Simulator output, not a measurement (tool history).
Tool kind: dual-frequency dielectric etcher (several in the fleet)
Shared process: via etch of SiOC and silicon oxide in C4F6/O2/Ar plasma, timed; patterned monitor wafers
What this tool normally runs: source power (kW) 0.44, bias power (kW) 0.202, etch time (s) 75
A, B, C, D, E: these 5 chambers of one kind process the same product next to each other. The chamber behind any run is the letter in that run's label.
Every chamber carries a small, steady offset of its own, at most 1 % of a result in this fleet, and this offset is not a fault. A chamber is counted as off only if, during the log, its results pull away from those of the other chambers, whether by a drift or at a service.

run   hour  source power (kW)  bias power (kW)  etch time (s)  hours since the last wet clean  hours since the last source power generator calibration  hours since the last bias power generator calibration  read-back reference wafer on the same gauge, depth_nm  mean etch depth across the wafer (nm)
 1E      8               0.44            0.202             75                              18                                                   2036.6                                                  108.5                                                 78.369                                 91.597
 2A   15.5               0.44            0.202             75                           120.4                                                   3865.6                                                 2791.6                                                 78.359                                 91.897
 3B   26.6               0.44            0.202             75                            48.7                                                    704.3                                                 1120.2                                                 78.382                                 91.487
 4D   34.9               0.44            0.202             75                           193.4                                                   1972.3                                                 1225.8                                                  78.36                                  90.91
 5C   43.8               0.44            0.202             75                           151.4                                                   2653.1                                                  285.1                                                 78.342                                 90.999
 6B   54.6               0.44            0.202             75                            76.7                                                    732.3                                                 1148.2                                                 78.318                                 91.468
 7D     67               0.44            0.202             75                           225.5                                                   2004.4                                                 1257.9                                                 78.289                                 90.953
 8A     76               0.44            0.202             75                           180.9                                                   3926.1                                                 2852.1                                                  78.29                                  91.71
 9C   86.8               0.44            0.202           85.5                           194.4                                                   2696.1                                                  328.1                                                 78.286                                 103.06
10E   95.6               0.44            0.202           85.5                           105.6                                                   2124.2                                                  196.1                                                 78.239                                 104.13
11B  101.4               0.44            0.202           85.5                           123.5                                                    779.1                                                   1195                                                 78.293                                 104.15
12E  107.9               0.44            0.202           85.5                           117.9                                                   2136.5                                                  208.4                                                 78.287                                 103.88
13A  116.5               0.44            0.202           85.5                           221.4                                                   3966.6                                                 2892.6                                                 78.281                                 104.77
14D  127.3               0.44            0.243             61                           285.8                                                   2064.7                                                 1318.2                                                 78.211                                 78.395
15C  139.2               0.44            0.243             61                           246.8                                                   2748.5                                                  380.5                                                 78.227                                 78.289
16B  147.7               0.44            0.243             61                           169.8                                                    825.4                                                 1241.3                                                 78.192                                 79.085
17A  155.2               0.44            0.243             61                           260.1                                                   4005.3                                                 2931.3                                                 78.153                                 79.491
18D  162.7               0.44            0.243             61                           321.2                                                   2100.1                                                 1353.6                                                 78.192                                 78.739
19E  173.1               0.44            0.202             75                           183.1                                                   2201.7                                                  273.6                                                  78.14                                  91.35
20C  185.5               0.44            0.202             75                           293.1                                                   2794.8                                                  426.8                                                  78.12                                  90.42
21E  196.8               0.44            0.202             75                           206.8                                                   2225.4                                                  297.3                                                 78.115                                 91.443
22C  205.2               0.44            0.202             75                           312.8                                                   2814.5                                                  446.5                                                 78.113                                 90.493
23D  215.8               0.44            0.202             75                           374.3                                                   2153.2                                                 1406.7                                                 78.094                                 90.758
24A  221.4               0.44            0.202             75                           326.3                                                   4071.5                                                 2997.5                                                  78.11                                 91.554
25B  232.8               0.44            0.202             75                           254.9                                                    910.5                                                 1326.4                                                  78.07                                 90.993
26E  240.9               0.44            0.202             75                           250.9                                                   2269.5                                                  341.4                                                 78.066                                 91.079
27C  246.7               0.44            0.202             75                           354.3                                                     2856                                                    488                                                 78.069                                 90.447
28A  257.6               0.44            0.202             75                           362.5                                                   4107.7                                                 3033.7                                                 78.043                                  91.61
29B  265.8               0.44            0.202             75                           287.9                                                    943.5                                                 1359.4                                                 78.022                                 90.823
30D  272.9               0.44            0.202             75                           431.4                                                   2210.3                                                 1463.8                                                 78.041                                 90.693
       277  -- chamber A: source power generator calibrated
31B  284.9               0.44            0.202             75                             307                                                    962.6                                                 1378.5                                                 77.994                                 91.022
32E  292.1               0.44            0.202             75                           302.1                                                   2320.7                                                  392.6                                                 78.006                                 90.771
33D  298.7               0.44            0.202             86                           457.2                                                   2236.1                                                 1489.6                                                     78                                 104.06
34A    306               0.44            0.202             86                           410.9                                                     29.1                                                 3082.1                                                 77.979                                  104.7
35C  316.4               0.44            0.202             86                             424                                                   2925.7                                                  557.7                                                 77.963                                  103.8
36B  325.7               0.44            0.202             86                           347.8                                                   1003.4                                                 1419.3                                                 77.936                                 104.27

All 5 chambers run these settings next. Forecast each chamber's results:
37A  334.7               0.44            0.202             75                                                                                                                                                                                                                                             ?
37B  334.7               0.44            0.202             75                                                                                                                                                                                                                                             ?
37C  334.7               0.44            0.202             75                                                                                                                                                                                                                                             ?
37D  334.7               0.44            0.202             75                                                                                                                                                                                                                                             ?
37E  334.7               0.44            0.202             75                                                                                                                                                                                                                                             ?

run  mean etch depth across the wafer (nm)
37A                                 91.332
37B                                 90.654
37C                                 90.282
37D                                 90.413
37E                                  90.93
